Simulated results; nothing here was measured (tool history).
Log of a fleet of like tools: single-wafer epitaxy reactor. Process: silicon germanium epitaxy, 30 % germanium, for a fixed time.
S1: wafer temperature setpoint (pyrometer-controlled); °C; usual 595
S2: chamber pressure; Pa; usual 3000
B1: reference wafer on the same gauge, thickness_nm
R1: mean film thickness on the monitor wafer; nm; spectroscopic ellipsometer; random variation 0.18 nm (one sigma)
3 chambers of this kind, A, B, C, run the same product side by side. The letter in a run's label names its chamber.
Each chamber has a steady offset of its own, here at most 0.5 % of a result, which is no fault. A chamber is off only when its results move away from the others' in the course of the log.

run     day   S1    S2      B1      R1
 1B   0.333  595  3000  63.080  56.791
 2A   0.700  595  3000  63.098  56.426
 3C   1.025  595  3000  63.069  56.271
 4A   1.579  595  3000  63.089  56.640
 5B   2.012  595  3000  63.043  56.555
 6C   2.525  595  3000  63.066  56.217
 7C   3.050  595  3000  63.087  56.181
 8B   3.533  595  3000  63.091  56.543
 9A   4.038  595  3506  63.149  60.282
10A   4.512  595  3506  63.119  60.402
11C   5.062  595  3506  63.124  59.859
12B   5.650  595  3000  63.105  56.473
13C   6.150  595  3000  63.083  56.466
14A   6.796  595  3000  63.079  56.571
15B   7.204  595  3000  63.128  56.435
16C   7.575  595  3000  63.152  56.389
17A   8.000  595  3000  63.110  56.134
18B   8.362  595  3000  63.088  56.466
19A   8.896  595  3000  63.164  56.120
20B   9.192  595  3000  63.097  56.764
21C   9.746  595  3000  63.103  56.307
22B  10.367  595  3000  63.097  56.263
23C  10.688  595  3000  63.028  56.462
24A  11.254  595  3000  63.080  56.106
25A  11.721  595  3000  63.080  55.995
26C  12.279  595  3000  63.084  56.052
27B  12.688  595  3000  63.105  56.357
     12.904  -- chamber B: capacitance manometer re-zeroed and calibrated
28B  13.212  595  3000  63.072  56.259
29A  13.683  587  3000  63.127  48.007
30C  14.225  587  3000  63.112  48.509
31C  14.775  587  3000  63.138  48.491
32A  15.396  595  3000  63.085  55.661
33B  15.979  595  3000  63.107  56.274
34C  16.629  595  3000  63.108  56.312
35A  17.054  595  3000  63.114  55.617
36B  17.362  595  3000  63.089  56.297
37A  17.850  595  3000  63.074  55.454
38C  18.346  595  3000  63.091  56.313
39B  18.754  595  3000  63.096  56.321
40A  19.079  595  3000  63.087  55.404
41C  19.538  595  3000  63.092  56.406

Is one chamber off against the others, does the gauge drift, or is nothing wrong? If a chamber is off, say which, and what the likeliest cause is.

Chamber A drifts away from the others.
Cause: true pressure below the setpoint (%) = 5.99.
The log may not tell that from: wafer temperature below the value expected at the setpoint (K).

Here are 4 candidates for chamber A's next run, each the usual settings with a change, their results left as question marks. Which one brings its results back in line with what the others give on the usual settings?
In line means no further than this from the other chambers' mean on the usual settings: R1 0.620 nm
42A-1  20.012  595  3306       ?
42A-2  20.012  596  3013       ?
42A-3  20.012  595  2693       ?
42A-4  20.012  594  3000       ?

The other chambers' mean on the usual settings: R1 56.330 nm
  run      R1
42A-1  57.433
42A-2  56.385
42A-3  52.908
42A-4  54.213
42A-2 brings the chamber back in line.
